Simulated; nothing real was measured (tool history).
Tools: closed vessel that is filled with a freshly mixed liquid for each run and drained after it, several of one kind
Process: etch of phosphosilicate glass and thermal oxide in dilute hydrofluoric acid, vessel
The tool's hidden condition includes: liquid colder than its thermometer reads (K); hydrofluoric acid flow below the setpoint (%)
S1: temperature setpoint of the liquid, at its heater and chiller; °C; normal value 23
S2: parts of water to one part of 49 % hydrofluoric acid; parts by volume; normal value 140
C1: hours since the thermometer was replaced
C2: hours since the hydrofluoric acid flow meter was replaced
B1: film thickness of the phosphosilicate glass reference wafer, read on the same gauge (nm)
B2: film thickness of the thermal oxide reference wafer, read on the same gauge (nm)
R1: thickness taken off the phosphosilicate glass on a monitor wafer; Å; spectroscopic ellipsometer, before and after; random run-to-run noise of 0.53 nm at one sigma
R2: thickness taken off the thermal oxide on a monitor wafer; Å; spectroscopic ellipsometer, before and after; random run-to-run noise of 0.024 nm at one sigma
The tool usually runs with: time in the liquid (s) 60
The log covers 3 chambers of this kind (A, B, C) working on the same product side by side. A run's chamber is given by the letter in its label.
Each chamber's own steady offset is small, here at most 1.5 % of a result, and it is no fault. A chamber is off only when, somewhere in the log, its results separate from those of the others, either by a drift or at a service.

run 1B hour=13.7 | S1=23 S2=140 time_in_the_liquid_(s)=60 | C1=1321.8 C2=1528.5 | B1=60.029 B2=119.99 | R1=682.18 R2=19.267
run 2C hour=27.2 | S1=23 S2=140 time_in_the_liquid_(s)=60 | C1=1553.0 C2=582.1 | B1=59.994 B2=120.01 | R1=691.90 R2=18.863
-- hour=29.7 chamber A: hydrofluoric acid flow meter replaced
run 3A hour=38.0 | S1=23 S2=140 time_in_the_liquid_(s)=60 | C1=1887.4 C2=8.3 | B1=59.990 B2=119.99 | R1=694.98 R2=18.290
run 4B hour=51.6 | S1=23 S2=140 time_in_the_liquid_(s)=60 | C1=1359.7 C2=1566.4 | B1=59.969 B2=120.00 | R1=687.38 R2=18.959
run 5C hour=61.6 | S1=23 S2=140 time_in_the_liquid_(s)=60 | C1=1587.4 C2=616.5 | B1=59.954 B2=120.02 | R1=685.40 R2=18.773
run 6A hour=73.1 | S1=23 S2=140 time_in_the_liquid_(s)=60 | C1=1922.5 C2=43.4 | B1=59.995 B2=120.00 | R1=690.40 R2=18.724
run 7A hour=86.4 | S1=23 S2=140 time_in_the_liquid_(s)=60 | C1=1935.8 C2=56.7 | B1=60.006 B2=120.00 | R1=687.37 R2=18.542
run 8B hour=101.5 | S1=23 S2=140 time_in_the_liquid_(s)=60 | C1=1409.6 C2=1616.3 | B1=60.012 B2=120.00 | R1=686.76 R2=18.826
run 9C hour=114.9 | S1=23 S2=140 time_in_the_liquid_(s)=60 | C1=1640.7 C2=669.8 | B1=60.010 B2=119.99 | R1=684.59 R2=18.863
run 10A hour=129.7 | S1=23 S2=140 time_in_the_liquid_(s)=60 | C1=1979.1 C2=100.0 | B1=59.989 B2=120.02 | R1=703.61 R2=18.187
run 11C hour=136.9 | S1=23 S2=140 time_in_the_liquid_(s)=60 | C1=1662.7 C2=691.8 | B1=59.992 B2=120.02 | R1=696.62 R2=18.795
run 12B hour=152.8 | S1=23 S2=140 time_in_the_liquid_(s)=60 | C1=1460.9 C2=1667.6 | B1=59.990 B2=119.98 | R1=686.24 R2=19.538
run 13C hour=160.8 | S1=23 S2=140 time_in_the_liquid_(s)=60 | C1=1686.6 C2=715.7 | B1=60.031 B2=120.00 | R1=701.58 R2=18.621
run 14A hour=171.8 | S1=23 S2=180 time_in_the_liquid_(s)=85 | C1=2021.2 C2=142.1 | B1=59.983 B2=119.99 | R1=729.09 R2=19.293
run 15B hour=185.1 | S1=23 S2=180 time_in_the_liquid_(s)=85 | C1=1493.2 C2=1699.9 | B1=59.997 B2=119.99 | R1=722.16 R2=20.172
run 16B hour=200.0 | S1=23 S2=180 time_in_the_liquid_(s)=85 | C1=1508.1 C2=1714.8 | B1=59.971 B2=119.99 | R1=730.64 R2=19.746
run 17C hour=208.9 | S1=23 S2=140 time_in_the_liquid_(s)=60 | C1=1734.7 C2=763.8 | B1=60.002 B2=120.00 | R1=697.46 R2=18.612
-- hour=216.9 chamber B: thermometer replaced
run 18A hour=223.6 | S1=23 S2=140 time_in_the_liquid_(s)=60 | C1=2073.0 C2=193.9 | B1=60.057 B2=120.01 | R1=691.26 R2=18.985
run 19C hour=231.6 | S1=23 S2=140 time_in_the_liquid_(s)=60 | C1=1757.4 C2=786.5 | B1=59.991 B2=119.99 | R1=687.20 R2=18.855
run 20B hour=247.4 | S1=23 S2=140 time_in_the_liquid_(s)=60 | C1=30.6 C2=1762.2 | B1=59.975 B2=120.02 | R1=693.69 R2=18.892
run 21A hour=256.9 | S1=25 S2=140 time_in_the_liquid_(s)=60 | C1=2106.3 C2=227.2 | B1=59.972 B2=119.99 | R1=752.52 R2=19.869

Next, all 3 chambers run the settings below, one line each with question marks for the results. What does each chamber give?
run 22A hour=268.4 | S1=23 S2=140 time_in_the_liquid_(s)=60 | R1=? R2=?
run 22B hour=268.4 | S1=23 S2=140 time_in_the_liquid_(s)=60 | R1=? R2=?
run 22C hour=268.4 | S1=23 S2=140 time_in_the_liquid_(s)=60 | R1=? R2=?

run=22A R1=692.24 R2=18.451
run=22B R1=688.83 R2=18.983
run=22C R1=679.90 R2=19.206

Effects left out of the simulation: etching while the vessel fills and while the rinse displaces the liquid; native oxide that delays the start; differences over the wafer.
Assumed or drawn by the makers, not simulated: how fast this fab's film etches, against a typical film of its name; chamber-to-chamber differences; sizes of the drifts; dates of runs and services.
